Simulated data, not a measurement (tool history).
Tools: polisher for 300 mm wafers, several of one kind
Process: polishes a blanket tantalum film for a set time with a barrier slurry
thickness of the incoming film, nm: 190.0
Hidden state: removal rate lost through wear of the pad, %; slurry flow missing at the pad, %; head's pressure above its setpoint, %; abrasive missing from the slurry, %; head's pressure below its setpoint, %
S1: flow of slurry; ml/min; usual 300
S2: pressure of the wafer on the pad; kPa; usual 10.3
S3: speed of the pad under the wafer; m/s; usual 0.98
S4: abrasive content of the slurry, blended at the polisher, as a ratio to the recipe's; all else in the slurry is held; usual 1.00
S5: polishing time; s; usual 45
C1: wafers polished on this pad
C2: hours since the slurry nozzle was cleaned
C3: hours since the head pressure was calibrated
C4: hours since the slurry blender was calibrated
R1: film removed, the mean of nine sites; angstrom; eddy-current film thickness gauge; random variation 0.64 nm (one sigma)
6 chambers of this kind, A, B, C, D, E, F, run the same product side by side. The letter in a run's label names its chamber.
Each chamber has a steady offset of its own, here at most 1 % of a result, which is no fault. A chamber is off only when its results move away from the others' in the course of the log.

run	hour	S1	S2	S3	S4	S5	C1	C2	C3	C4	R1
# hour 2.6: chamber E: worn pad replaced by a new one
# hour 2.9: chamber B: worn pad replaced by a new one
# hour 8.6: chamber E: slurry blender recalibrated
1A	9.9	300	10.3	0.98	1.00	45	810	231.4	654.5	79.4	462.50
# hour 12.4: chamber D: slurry nozzle cleaned
2F	20.3	300	10.3	0.98	1.00	45	601	192.6	571.7	365.0	472.43
# hour 24.8: chamber F: worn pad replaced by a new one
# hour 25.7: chamber F: slurry blender recalibrated
3E	30.6	300	10.3	0.98	1.00	45	317	769.6	299.8	22.0	462.86
# hour 33.6: chamber B: slurry blender recalibrated
4D	36.4	300	10.3	0.98	1.00	45	540	24.1	487.9	293.0	470.84
5C	47.7	225	10.3	0.98	0.85	45	682	401.4	969.2	108.4	440.38
6B	53.7	225	10.3	0.98	0.85	45	577	234.5	1057.7	20.2	433.13
# hour 59.9: chamber C: worn pad replaced by a new one
7F	62.0	225	10.3	0.98	0.85	45	422	234.3	613.4	36.3	429.31
# hour 63.1: chamber A: worn pad replaced by a new one
# hour 66.2: chamber D: worn pad replaced by a new one
8B	70.0	225	10.3	0.98	0.85	45	762	250.8	1074.0	36.5	432.58
# hour 72.4: chamber D: slurry blender recalibrated
# hour 73.9: chamber E: worn pad replaced by a new one
9A	76.5	225	10.3	0.98	0.85	45	152	298.0	721.1	146.0	434.73
# hour 80.3: chamber A: head pressure recalibrated
10E	85.5	225	10.3	0.98	0.85	45	132	824.5	354.7	76.9	432.37
# hour 88.1: chamber B: worn pad replaced by a new one
# hour 89.9: chamber F: worn pad replaced by a new one
11C	97.5	300	10.3	0.98	1.00	45	426	451.2	1019.0	158.2	475.52
# hour 102.5: chamber E: slurry nozzle cleaned
# hour 103.6: chamber C: slurry nozzle cleaned
12D	103.7	300	10.3	0.98	1.00	45	425	91.4	555.2	31.3	470.35
# hour 111.4: chamber A: slurry blender recalibrated
# hour 113.7: chamber B: slurry nozzle cleaned
13F	113.7	300	10.3	0.98	1.00	45	270	286.0	665.1	88.0	469.50
# hour 120.3: chamber B: head pressure recalibrated
14E	120.9	300	10.3	0.98	1.00	45	533	18.5	390.1	112.3	467.67
15C	130.0	300	10.3	0.98	1.00	45	795	26.4	1051.5	190.7	480.37
# hour 131.5: chamber C: worn pad replaced by a new one
16B	137.3	300	10.3	0.98	1.00	45	558	23.7	17.1	103.8	477.60
# hour 139.4: chamber D: worn pad replaced by a new one
# hour 140.4: chamber E: worn pad replaced by a new one
17D	148.7	300	10.3	0.98	1.00	45	106	136.4	600.2	76.3	468.61
18A	156.5	300	10.3	0.98	1.00	45	1060	378.0	76.2	45.1	465.25
# hour 157.1: chamber B: worn pad replaced by a new one
# hour 164.5: chamber F: worn pad replaced by a new one
19A	164.9	300	10.3	0.98	1.00	45	1155	386.4	84.6	53.5	468.04
20F	175.8	300	10.3	0.98	1.00	45	128	348.1	727.2	150.1	467.26
# hour 181.9: chamber A: worn pad replaced by a new one
21B	184.1	300	10.3	0.98	1.00	45	306	70.5	63.9	150.6	468.14
22C	192.2	300	10.3	0.98	1.00	45	688	88.6	1113.7	252.9	477.96
# hour 196.0: chamber C: head pressure recalibrated
# hour 197.0: chamber C: worn pad replaced by a new one
# hour 200.1: chamber D: worn pad replaced by a new one
23E	201.0	300	10.3	0.98	1.00	45	688	98.6	470.2	192.4	463.13
# hour 208.0: chamber E: worn pad replaced by a new one
24D	211.6	300	10.3	0.98	1.00	45	130	199.3	663.1	139.2	475.22
25C	217.1	300	10.3	0.98	1.00	45	228	113.5	21.2	277.8	412.85
26E	227.4	300	10.3	0.98	1.00	45	220	125.0	496.6	218.8	459.48
27B	232.9	300	10.3	0.98	1.00	45	859	119.3	112.7	199.4	466.61
# hour 236.4: chamber F: worn pad replaced by a new one
# hour 237.7: chamber B: worn pad replaced by a new one
# hour 242.2: chamber F: head pressure recalibrated
28F	244.3	300	10.3	0.98	1.00	45	90	416.6	2.2	218.6	467.18
# hour 247.5: chamber D: slurry nozzle cleaned
29D	253.3	300	10.3	0.98	1.00	45	603	5.9	704.8	180.9	477.01
# hour 260.6: chamber D: worn pad replaced by a new one
30A	262.4	300	10.3	0.98	1.00	45	913	483.9	182.1	151.0	469.61
# hour 267.3: chamber E: head pressure recalibrated
# hour 270.8: chamber C: worn pad replaced by a new one
31B	272.7	300	10.3	0.98	1.00	45	397	159.1	152.5	239.2	466.71
# hour 275.7: chamber E: worn pad replaced by a new one
32A	282.6	220	7.6	0.98	1.00	45	1142	504.1	202.3	171.2	329.91
# hour 287.0: chamber E: slurry blender recalibrated
33D	287.9	220	7.6	0.98	1.00	45	310	40.5	739.4	215.5	333.44
34C	293.1	220	7.6	0.98	1.00	45	253	189.5	97.2	353.8	296.56
35F	298.4	220	7.6	0.98	1.00	45	704	470.7	56.3	272.7	336.15
36E	306.8	220	7.6	0.98	1.00	45	353	204.4	39.6	19.9	326.50
# hour 309.8: chamber F: worn pad replaced by a new one
# hour 316.5: chamber B: worn pad replaced by a new one
37F	317.9	220	7.6	0.98	1.00	45	92	490.2	75.8	292.2	333.65
38B	327.2	300	10.3	0.98	1.00	45	121	213.6	207.0	293.7	471.37
39E	332.7	300	10.3	0.98	1.00	45	647	230.3	65.5	45.8	466.54
# hour 338.0: chamber D: worn pad replaced by a new one
40D	338.3	300	10.3	0.98	1.00	45	3	90.9	789.8	265.9	473.97

Next, every chamber runs the same settings. What will each give?
41A	346.9	395	10.3	0.98	1.00	45					?
41B	346.9	395	10.3	0.98	1.00	45					?
41C	346.9	395	10.3	0.98	1.00	45					?
41D	346.9	395	10.3	0.98	1.00	45					?
41E	346.9	395	10.3	0.98	1.00	45					?
41F	346.9	395	10.3	0.98	1.00	45					?

run	R1
41A	474.94
41B	478.35
41C	418.46
41D	483.94
41E	486.22
41F	483.96
